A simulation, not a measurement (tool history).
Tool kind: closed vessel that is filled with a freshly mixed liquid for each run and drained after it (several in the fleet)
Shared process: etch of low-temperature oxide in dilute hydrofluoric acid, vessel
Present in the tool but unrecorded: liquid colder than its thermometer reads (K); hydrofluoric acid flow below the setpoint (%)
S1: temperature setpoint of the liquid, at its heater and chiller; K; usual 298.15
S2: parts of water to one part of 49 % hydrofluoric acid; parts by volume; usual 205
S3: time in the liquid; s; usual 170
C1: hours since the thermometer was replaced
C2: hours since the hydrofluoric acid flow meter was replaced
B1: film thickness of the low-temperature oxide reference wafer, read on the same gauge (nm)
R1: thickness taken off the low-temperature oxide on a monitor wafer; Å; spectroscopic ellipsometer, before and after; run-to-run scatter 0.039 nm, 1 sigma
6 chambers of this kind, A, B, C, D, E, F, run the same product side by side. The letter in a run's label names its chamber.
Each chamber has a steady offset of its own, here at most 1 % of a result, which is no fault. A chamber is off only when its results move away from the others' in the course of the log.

run   hour      S1   S2   S3      C1      C2      B1      R1
 1C    5.9  298.15  205  170   274.3   120.2  110.01  123.18
 2D   17.1  298.15  205  170  1997.7  1218.4  109.99  121.33
 3F   25.5  298.15  205  170   638.3   338.1  110.01  121.57
 4B   32.2  298.15  205  170   799.6   375.5     110  122.27
 5E     40  298.15  205  170   707.5   259.7  109.99  122.72
 6A   52.1  298.15  205  170   366.5   103.9  110.01  122.93
 7A   60.4  298.15  205  170   374.8   112.2     110  123.66
 8D   71.1  298.15  205  170  2051.7  1272.4     110   121.2
      74.7  -- chamber D: hydrofluoric acid flow meter replaced
 9F   84.1  298.15  205  170   696.9   396.7  110.01  122.04
10B     97  298.15  205  170   864.4   440.3  110.01  121.49
11E  110.2  298.15  205  170   777.7   329.9  109.98  122.47
12C  116.6  298.15  130  170     385   230.9  110.02  210.54
13C  124.9  298.15  130  170   393.3   239.2     110   208.4
14A  132.7  298.15  130  170   447.1   184.5  109.98  210.22
15B  139.4  298.15  130  170   906.8   482.7  109.98  210.42
16D  147.1  298.15  130  170  2127.7    72.4  109.99   210.2
17F  154.3  298.15  130  170   767.1   466.9  109.99  211.72
18E  164.1  298.15  205  170   831.6   383.8  110.01  122.75
19C  172.4  298.15  205  170   440.8   286.7     110  123.48
20E  181.7  298.15  205  170   849.2   401.4  109.99  123.26
21D  190.1  298.15  205  170  2170.7   115.4  110.03  122.29
22A  200.9  298.15  205  170   515.3   252.7     110  123.89
23B  206.7  298.15  205  170   974.1     550  110.01  121.29
24F  216.5  298.15  205  170   829.3   529.1  109.99  121.98
25C  229.1  298.15  205  170   497.5   343.4     110  122.98
26F  242.1  298.15  205  170   854.9   554.7  109.98  122.18
27D  249.6  298.15  300  205  2230.2   174.9  110.01   90.16
28A    256  298.15  300  205   570.4   307.8  109.99  92.847
29B  265.7  298.15  300  205  1033.1     609     110  89.855
30E  273.3  298.15  300  205   940.8     493  109.99  91.686
31F  279.1  298.15  300  205   891.9   591.7  109.99  90.392
32C  285.8  298.15  300  205   554.2   400.1     110  92.453
33A  292.3  298.15  205  170   606.7   344.1     110  123.42
34B  300.8  298.15  205   75  1068.2   644.1  110.02  53.597
35E  308.6  298.15  205   75   976.1   528.3  110.01  54.022
36D  320.6  298.15  205   75  2301.2   245.9  109.99  53.744
37F  328.9  298.15  205   75   941.7   641.5     110  53.511
38A    339  298.15  205   75   653.4   390.8     110  54.532
39E  349.4  298.15  205   75  1016.9   569.1  110.01  54.229
40B  362.5  298.15  300  170  1129.9   705.8  109.99  74.412
41D  372.9  298.15  300  170  2353.5   298.2  109.99  74.811
42C  379.2  298.15  300  170   647.6   493.5  110.01  76.789
43C  386.7  298.15  300  170   655.1     501  110.01   76.88
44E  397.2  298.15  300  170  1064.7   616.9  109.99  75.949

All 6 chambers run these settings next. Forecast each chamber's results:
45A  406.8  298.15  165  170               ?
45B  406.8  298.15  165  170               ?
45C  406.8  298.15  165  170               ?
45D  406.8  298.15  165  170               ?
45E  406.8  298.15  165  170               ?
45F  406.8  298.15  165  170               ?

run      R1
45A  158.73
45B  158.83
45C  158.95
45D   158.2
45E  159.79
45F  158.91
